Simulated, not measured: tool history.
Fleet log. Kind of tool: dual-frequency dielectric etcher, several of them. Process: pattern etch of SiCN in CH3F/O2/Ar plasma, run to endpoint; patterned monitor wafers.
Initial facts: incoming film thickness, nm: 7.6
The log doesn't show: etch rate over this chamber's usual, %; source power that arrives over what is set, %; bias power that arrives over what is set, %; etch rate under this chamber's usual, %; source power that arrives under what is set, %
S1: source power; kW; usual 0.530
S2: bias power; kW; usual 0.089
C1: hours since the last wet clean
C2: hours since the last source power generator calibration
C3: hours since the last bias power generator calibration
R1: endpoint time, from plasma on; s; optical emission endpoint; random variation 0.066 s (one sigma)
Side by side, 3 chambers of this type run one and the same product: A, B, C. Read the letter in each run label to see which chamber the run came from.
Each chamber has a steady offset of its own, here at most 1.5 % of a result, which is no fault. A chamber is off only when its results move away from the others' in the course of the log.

run,day,S1,S2,C1,C2,C3,R1
1A,0.221,0.530,0.089,420.3,1444.6,915.3,16.755
2C,0.508,0.530,0.089,248.3,713.8,2167.0,16.927
3B,0.712,0.530,0.089,292.3,1107.1,1213.5,16.734
4C,0.854,0.530,0.089,256.6,722.1,2175.3,16.850
# day 1.062: chamber A: wet clean of the chamber
5A,1.150,0.530,0.089,2.1,1466.9,937.6,16.674
6B,1.458,0.530,0.089,310.2,1125.0,1231.4,16.717
7C,1.692,0.530,0.089,276.7,742.2,2195.4,16.905
8B,1.925,0.530,0.089,321.4,1136.2,1242.6,16.763
9A,2.071,0.530,0.089,24.2,1489.0,959.7,16.617
10A,2.367,0.530,0.089,31.3,1496.1,966.8,16.607
11C,2.617,0.530,0.089,298.9,764.4,2217.6,16.856
12B,2.850,0.630,0.082,343.6,1158.4,1264.8,16.128
13A,3.017,0.630,0.082,46.9,1511.7,982.4,16.220
14C,3.329,0.630,0.082,316.0,781.5,2234.7,16.336
15B,3.612,0.530,0.089,361.9,1176.7,1283.1,16.806
16C,3.912,0.530,0.089,330.0,795.5,2248.7,17.049
17B,4.146,0.530,0.089,374.7,1189.5,1295.9,16.745
18A,4.454,0.530,0.089,81.4,1546.2,1016.9,16.685
19A,4.704,0.530,0.089,87.4,1552.2,1022.9,16.610
20B,5.029,0.620,0.109,395.9,1210.7,1317.1,14.629
21C,5.183,0.620,0.109,360.5,826.0,2279.2,14.953
22C,5.400,0.620,0.109,365.7,831.2,2284.4,14.972
23A,5.638,0.530,0.089,109.8,1574.6,1045.3,16.597
24B,5.850,0.530,0.089,415.6,1230.4,1336.8,16.665
25C,6.125,0.530,0.089,383.1,848.6,2301.8,17.268
26B,6.450,0.530,0.089,430.0,1244.8,1351.2,16.758
27A,6.650,0.530,0.101,134.1,1598.9,1069.6,16.016
28C,6.833,0.530,0.101,400.1,865.6,2318.8,16.500
29A,6.983,0.530,0.101,142.1,1606.9,1077.6,16.024
30B,7.196,0.530,0.089,447.9,1262.7,1369.1,16.689
31B,7.338,0.530,0.089,451.3,1266.1,1372.5,16.759
32A,7.579,0.530,0.089,156.4,1621.2,1091.9,16.632
33C,7.804,0.530,0.089,423.4,888.9,2342.1,17.606
34C,8.079,0.530,0.089,430.0,895.5,2348.7,17.719
35B,8.333,0.530,0.089,475.2,1290.0,1396.4,16.710
36A,8.475,0.410,0.071,177.9,1642.7,1113.4,19.930
37B,8.721,0.410,0.071,484.5,1299.3,1405.7,19.893
38C,9.042,0.410,0.071,453.1,918.6,2371.8,21.015
39A,9.271,0.530,0.089,197.0,1661.8,1132.5,16.788

The same settings go to every chamber for the next run, one line per chamber below. Forecast the results for each:
40A,9.504,0.530,0.089,,,,?
40B,9.504,0.530,0.089,,,,?
40C,9.504,0.530,0.089,,,,?

run,R1
40A,16.637
40B,16.718
40C,17.760
